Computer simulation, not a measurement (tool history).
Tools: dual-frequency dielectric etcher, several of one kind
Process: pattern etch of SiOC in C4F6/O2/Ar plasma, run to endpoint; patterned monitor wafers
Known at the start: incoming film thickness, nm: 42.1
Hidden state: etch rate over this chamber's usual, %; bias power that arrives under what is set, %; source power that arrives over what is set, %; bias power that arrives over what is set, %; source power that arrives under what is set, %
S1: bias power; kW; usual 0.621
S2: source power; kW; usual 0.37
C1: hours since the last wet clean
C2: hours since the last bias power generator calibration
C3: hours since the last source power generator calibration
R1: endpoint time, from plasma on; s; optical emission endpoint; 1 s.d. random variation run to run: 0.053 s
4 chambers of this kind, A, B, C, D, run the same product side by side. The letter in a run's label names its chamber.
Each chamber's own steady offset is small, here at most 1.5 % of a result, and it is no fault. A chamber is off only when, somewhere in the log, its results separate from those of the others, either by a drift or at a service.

run	day	S1	S2	C1	C2	C3	R1
1C	0.217	0.621	0.37	270.1	764.5	1133.5	13.436
2B	0.412	0.621	0.37	11	167.7	80.5	13.488
3A	0.592	0.621	0.37	526.4	4221.5	885.3	13.35
4D	0.704	0.621	0.37	194.9	1322.6	1128	13.599
5A	0.862	0.621	0.37	532.9	4228	891.8	13.429
6D	1.054	0.621	0.37	203.3	1331	1136.4	13.575
7B	1.192	0.621	0.37	29.7	186.4	99.2	13.438
8C	1.383	0.621	0.37	298.1	792.5	1161.5	13.448
9A	1.546	0.621	0.37	549.3	4244.4	908.2	13.328
10D	1.725	0.621	0.37	219.4	1347.1	1152.5	13.672
11C	1.958	0.621	0.37	311.9	806.3	1175.3	13.411
12B	2.117	0.621	0.37	51.9	208.6	121.4	13.497
13A	2.321	0.621	0.37	567.9	4263	926.8	13.346
14D	2.45	0.621	0.37	236.8	1364.5	1169.9	13.666
15C	2.617	0.621	0.37	327.7	822.1	1191.1	13.396
16B	2.8	0.621	0.37	68.3	225	137.8	13.477
17D	2.954	0.621	0.37	248.9	1376.6	1182	13.641
18C	3.154	0.621	0.37	340.6	835	1204	13.486
19A	3.379	0.621	0.37	593.3	4288.4	952.2	13.356
# day 3.433: chamber A: wet clean of the chamber
20B	3.546	0.621	0.37	86.2	242.9	155.7	13.448
21C	3.671	0.621	0.37	353	847.4	1216.4	13.355
22B	3.812	0.621	0.37	92.6	249.3	162.1	13.515
23A	3.992	0.621	0.37	13.4	4303.1	966.9	13.389
24D	4.133	0.621	0.37	277.2	1404.9	1210.3	13.647
25C	4.358	0.621	0.37	369.5	863.9	1232.9	13.314
26A	4.525	0.621	0.44	26.2	4315.9	979.7	12.678
27D	4.738	0.621	0.44	291.7	1419.4	1224.8	12.723
28B	4.933	0.621	0.44	119.5	276.2	189	12.622
29D	5.075	0.621	0.44	299.8	1427.5	1232.9	12.748
30B	5.267	0.621	0.37	127.5	284.2	197	13.495
31C	5.379	0.621	0.37	394	888.4	1257.4	13.157
32A	5.55	0.532	0.29	50.8	4340.5	1004.3	15.364
33D	5.788	0.532	0.29	316.9	1444.6	1250	15.798
34B	6.012	0.532	0.29	145.4	302.1	214.9	15.65
35C	6.179	0.532	0.29	413.2	907.6	1276.6	15.143
36A	6.396	0.621	0.37	71.1	4360.8	1024.6	13.388
37A	6.6	0.5	0.42	76	4365.7	1029.5	13.896
38D	6.792	0.5	0.42	341	1468.7	1274.1	14.034
39B	6.896	0.5	0.42	166.6	323.3	236.1	13.903
40C	7.025	0.5	0.42	433.5	927.9	1296.9	13.368
41D	7.246	0.621	0.37	351.9	1479.6	1285	13.539
42B	7.429	0.692	0.37	179.4	336.1	248.9	12.983
43C	7.592	0.692	0.37	447.1	941.5	1310.5	12.257
44A	7.792	0.692	0.37	104.6	4394.3	1058.1	12.803

The same settings go to every chamber for the next run, one line per chamber below. Forecast the results for each:
45A	7.958	0.621	0.37				?
45B	7.958	0.621	0.37				?
45C	7.958	0.621	0.37				?
45D	7.958	0.621	0.37				?

run	R1
45A	13.44
45B	13.535
45C	12.736
45D	13.581
